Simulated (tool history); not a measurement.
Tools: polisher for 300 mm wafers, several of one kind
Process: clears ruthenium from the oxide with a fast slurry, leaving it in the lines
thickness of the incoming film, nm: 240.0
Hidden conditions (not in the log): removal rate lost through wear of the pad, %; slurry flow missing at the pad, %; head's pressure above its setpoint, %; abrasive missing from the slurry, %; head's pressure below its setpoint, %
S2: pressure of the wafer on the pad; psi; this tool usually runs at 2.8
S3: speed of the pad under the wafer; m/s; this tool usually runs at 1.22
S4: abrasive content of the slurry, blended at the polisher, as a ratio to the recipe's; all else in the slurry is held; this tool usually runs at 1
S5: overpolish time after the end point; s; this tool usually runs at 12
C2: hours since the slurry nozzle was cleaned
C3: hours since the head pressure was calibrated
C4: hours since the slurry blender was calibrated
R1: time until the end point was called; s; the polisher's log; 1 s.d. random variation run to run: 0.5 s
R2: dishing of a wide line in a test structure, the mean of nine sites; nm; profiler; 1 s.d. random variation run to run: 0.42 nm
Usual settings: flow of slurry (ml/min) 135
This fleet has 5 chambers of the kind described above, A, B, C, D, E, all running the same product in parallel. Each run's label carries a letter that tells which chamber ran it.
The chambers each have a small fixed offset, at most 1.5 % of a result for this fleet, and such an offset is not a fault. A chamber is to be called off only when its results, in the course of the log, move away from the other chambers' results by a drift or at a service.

{"hour": 0.2, "done": "chamber B: slurry nozzle cleaned"}
{"run": "1C", "hour": 4.9, "flow of slurry (ml/min)": 135, "S2": 2.8, "S3": 1.22, "S4": 1, "S5": 12, "wafers polished on this pad": 569, "C2": 72.2, "C3": 650.4, "C4": 222, "R1": 48.838, "R2": 30.544}
{"hour": 6.4, "done": "chamber D: head pressure recalibrated"}
{"run": "2B", "hour": 8.8, "flow of slurry (ml/min)": 135, "S2": 2.8, "S3": 1.22, "S4": 1, "S5": 12, "wafers polished on this pad": 325, "C2": 8.7, "C3": 1241.2, "C4": 65.5, "R1": 47.636, "R2": 30.111}
{"hour": 10.7, "done": "chamber E: slurry blender recalibrated"}
{"run": "3A", "hour": 13.3, "flow of slurry (ml/min)": 135, "S2": 2.8, "S3": 1.22, "S4": 1, "S5": 12, "wafers polished on this pad": 278, "C2": 48.4, "C3": 30, "C4": 242, "R1": 47.937, "R2": 29.804}
{"hour": 14.3, "done": "chamber C: slurry blender recalibrated"}
{"run": "4D", "hour": 19.6, "flow of slurry (ml/min)": 135, "S2": 2.8, "S3": 1.22, "S4": 1, "S5": 12, "wafers polished on this pad": 954, "C2": 229.5, "C3": 13.3, "C4": 172.3, "R1": 48.27, "R2": 30.077}
{"run": "5E", "hour": 22.7, "flow of slurry (ml/min)": 155, "S2": 2.8, "S3": 1.22, "S4": 1.25, "S5": 12, "wafers polished on this pad": 204, "C2": 135.5, "C3": 885.8, "C4": 12, "R1": 43.116, "R2": 32.102}
{"hour": 25.4, "done": "chamber C: worn pad replaced by a new one"}
{"run": "6D", "hour": 26.6, "flow of slurry (ml/min)": 155, "S2": 2.8, "S3": 1.22, "S4": 1.25, "S5": 12, "wafers polished on this pad": 1016, "C2": 236.5, "C3": 20.3, "C4": 179.3, "R1": 42.563, "R2": 31.225}
{"run": "7C", "hour": 32.7, "flow of slurry (ml/min)": 155, "S2": 2.8, "S3": 1.22, "S4": 1.25, "S5": 12, "wafers polished on this pad": 64, "C2": 100, "C3": 678.2, "C4": 18.4, "R1": 42.437, "R2": 32.758}
{"run": "8B", "hour": 38.3, "flow of slurry (ml/min)": 155, "S2": 2.8, "S3": 1.22, "S4": 1.25, "S5": 12, "wafers polished on this pad": 586, "C2": 38.2, "C3": 1270.7, "C4": 95, "R1": 42.561, "R2": 31.93}
{"run": "9A", "hour": 43.1, "flow of slurry (ml/min)": 155, "S2": 2.8, "S3": 1.22, "S4": 1.25, "S5": 12, "wafers polished on this pad": 542, "C2": 78.2, "C3": 59.8, "C4": 271.8, "R1": 43.2, "R2": 31.698}
{"run": "10E", "hour": 47.6, "flow of slurry (ml/min)": 135, "S2": 2.8, "S3": 1.22, "S4": 1, "S5": 12, "wafers polished on this pad": 424, "C2": 160.4, "C3": 910.7, "C4": 36.9, "R1": 48.872, "R2": 30.691}
{"hour": 52.2, "done": "chamber D: worn pad replaced by a new one"}
{"run": "11E", "hour": 53.7, "flow of slurry (ml/min)": 135, "S2": 2.8, "S3": 1.22, "S4": 1, "S5": 12, "wafers polished on this pad": 478, "C2": 166.5, "C3": 916.8, "C4": 43, "R1": 48.627, "R2": 31.177}
{"run": "12D", "hour": 58.1, "flow of slurry (ml/min)": 135, "S2": 2.8, "S3": 1.22, "S4": 1, "S5": 12, "wafers polished on this pad": 52, "C2": 268, "C3": 51.8, "C4": 210.8, "R1": 48.182, "R2": 29.337}
{"hour": 58.4, "done": "chamber B: slurry blender recalibrated"}
{"run": "13A", "hour": 63.9, "flow of slurry (ml/min)": 135, "S2": 2.8, "S3": 1.22, "S4": 1, "S5": 12, "wafers polished on this pad": 726, "C2": 99, "C3": 80.6, "C4": 292.6, "R1": 48.173, "R2": 29.774}
{"run": "14B", "hour": 66.7, "flow of slurry (ml/min)": 135, "S2": 2.8, "S3": 1.22, "S4": 1, "S5": 12, "wafers polished on this pad": 837, "C2": 66.6, "C3": 1299.1, "C4": 8.3, "R1": 47.542, "R2": 30.342}
{"run": "15C", "hour": 71.6, "flow of slurry (ml/min)": 135, "S2": 2.8, "S3": 1.22, "S4": 1, "S5": 12, "wafers polished on this pad": 408, "C2": 138.9, "C3": 717.1, "C4": 57.3, "R1": 48.24, "R2": 30.529}
{"hour": 73.2, "done": "chamber B: worn pad replaced by a new one"}
{"run": "16E", "hour": 77.9, "flow of slurry (ml/min)": 135, "S2": 2.8, "S3": 1.22, "S4": 1, "S5": 12, "wafers polished on this pad": 692, "C2": 190.7, "C3": 941, "C4": 67.2, "R1": 48.198, "R2": 29.73}
{"run": "17B", "hour": 81.6, "flow of slurry (ml/min)": 135, "S2": 2.8, "S3": 1.22, "S4": 1, "S5": 12, "wafers polished on this pad": 74, "C2": 81.5, "C3": 1314, "C4": 23.2, "R1": 48.522, "R2": 30.121}
{"run": "18A", "hour": 86.3, "flow of slurry (ml/min)": 135, "S2": 2.8, "S3": 1.22, "S4": 1, "S5": 12, "wafers polished on this pad": 924, "C2": 121.4, "C3": 103, "C4": 315, "R1": 48.21, "R2": 29.961}
{"hour": 86.8, "done": "chamber B: head pressure recalibrated"}
{"run": "19D", "hour": 91.5, "flow of slurry (ml/min)": 135, "S2": 2.8, "S3": 1.22, "S4": 1, "S5": 12, "wafers polished on this pad": 347, "C2": 301.4, "C3": 85.2, "C4": 244.2, "R1": 47.851, "R2": 30.377}
{"run": "20C", "hour": 96.0, "flow of slurry (ml/min)": 135, "S2": 2.8, "S3": 1.22, "S4": 1, "S5": 12, "wafers polished on this pad": 624, "C2": 163.3, "C3": 741.5, "C4": 81.7, "R1": 48.846, "R2": 30.276}
{"hour": 101.2, "done": "chamber E: worn pad replaced by a new one"}
{"run": "21C", "hour": 101.2, "flow of slurry (ml/min)": 135, "S2": 2.8, "S3": 1.22, "S4": 1, "S5": 12, "wafers polished on this pad": 670, "C2": 168.5, "C3": 746.7, "C4": 86.9, "R1": 48.6, "R2": 29.832}
{"run": "22D", "hour": 106.4, "flow of slurry (ml/min)": 135, "S2": 2.8, "S3": 1.22, "S4": 1, "S5": 12, "wafers polished on this pad": 479, "C2": 316.3, "C3": 100.1, "C4": 259.1, "R1": 47.709, "R2": 29.724}
{"hour": 107.6, "done": "chamber C: worn pad replaced by a new one"}
{"run": "23A", "hour": 111.0, "flow of slurry (ml/min)": 135, "S2": 2.8, "S3": 1.22, "S4": 1, "S5": 12, "wafers polished on this pad": 1142, "C2": 146.1, "C3": 127.7, "C4": 339.7, "R1": 48.635, "R2": 30.117}
{"run": "24B", "hour": 117.0, "flow of slurry (ml/min)": 135, "S2": 2.8, "S3": 1.22, "S4": 1, "S5": 12, "wafers polished on this pad": 387, "C2": 116.9, "C3": 30.3, "C4": 58.6, "R1": 54.697, "R2": 28.24}
{"run": "25E", "hour": 123.4, "flow of slurry (ml/min)": 135, "S2": 2.8, "S3": 1.22, "S4": 1, "S5": 12, "wafers polished on this pad": 196, "C2": 236.2, "C3": 986.5, "C4": 112.7, "R1": 48.139, "R2": 30.124}
{"run": "26C", "hour": 129.6, "flow of slurry (ml/min)": 135, "S2": 2.8, "S3": 1.22, "S4": 1, "S5": 12, "wafers polished on this pad": 194, "C2": 196.9, "C3": 775.1, "C4": 115.3, "R1": 48.803, "R2": 31.045}
{"hour": 133.3, "done": "chamber A: slurry blender recalibrated"}
{"run": "27A", "hour": 135.3, "flow of slurry (ml/min)": 135, "S2": 2.8, "S3": 1.22, "S4": 1, "S5": 12, "wafers polished on this pad": 1357, "C2": 170.4, "C3": 152, "C4": 2.1, "R1": 48.548, "R2": 29.78}
{"run": "28B", "hour": 138.9, "flow of slurry (ml/min)": 135, "S2": 2.8, "S3": 1.22, "S4": 1, "S5": 12, "wafers polished on this pad": 581, "C2": 138.8, "C3": 52.2, "C4": 80.5, "R1": 54.934, "R2": 28.62}
{"run": "29D", "hour": 144.9, "flow of slurry (ml/min)": 135, "S2": 2.8, "S3": 1.22, "S4": 1, "S5": 12, "wafers polished on this pad": 820, "C2": 354.8, "C3": 138.6, "C4": 297.6, "R1": 48.239, "R2": 29.476}
{"run": "30E", "hour": 150.1, "flow of slurry (ml/min)": 135, "S2": 2.8, "S3": 1.22, "S4": 1, "S5": 12, "wafers polished on this pad": 432, "C2": 262.9, "C3": 1013.2, "C4": 139.4, "R1": 47.269, "R2": 30.268}
{"run": "31C", "hour": 153.4, "flow of slurry (ml/min)": 135, "S2": 2.8, "S3": 1.22, "S4": 1, "S5": 12, "wafers polished on this pad": 405, "C2": 220.7, "C3": 798.9, "C4": 139.1, "R1": 48.883, "R2": 30.733}
{"run": "32B", "hour": 159.2, "flow of slurry (ml/min)": 110, "S2": 2.8, "S3": 1.22, "S4": 1, "S5": 8, "wafers polished on this pad": 760, "C2": 159.1, "C3": 72.5, "C4": 100.8, "R1": 56.565, "R2": 21.457}

Read the log: is a single chamber off, either drifting away or since a service, is the gauge that measures every chamber drifting, or is nothing wrong beyond small per-chamber offsets? Name any odd chamber and what most likely caused it.

Chamber B came out of a service off from its peers and stayed that way.
What lies behind it: head's pressure below its setpoint, % = 12.

Here are 4 candidates for chamber B's next run, each the usual settings with a change, their results left as question marks. Which one brings its results back in line with what the others give on the usual settings?
Allowed miss from the other chambers' usual-settings mean, per result, to count as in line: R1 1.8 s; R2 1.5 nm
{"run": "33B-1", "hour": 163.9, "flow of slurry (ml/min)": 135, "S2": 2.9, "S3": 1.24, "S4": 1, "S5": 12, "R1": "?", "R2": "?"}
{"run": "33B-2", "hour": 163.9, "flow of slurry (ml/min)": 135, "S2": 2.6, "S3": 1.16, "S4": 1, "S5": 12, "R1": "?", "R2": "?"}
{"run": "33B-3", "hour": 163.9, "flow of slurry (ml/min)": 135, "S2": 3, "S3": 1.28, "S4": 1, "S5": 12, "R1": "?", "R2": "?"}
{"run": "33B-4", "hour": 163.9, "flow of slurry (ml/min)": 135, "S2": 2.7, "S3": 1.2, "S4": 1, "S5": 12, "R1": "?", "R2": "?"}

Usual-settings mean across the other chambers: R1 48.388 s; R2 30.08 nm
run=33B-1 R1=51.925 R2=28.898
run=33B-2 R1=62.044 R2=26.232
run=33B-3 R1=48.587 R2=29.872
run=33B-4 R1=57.7 R2=27.325
33B-3 brings the chamber back in line.
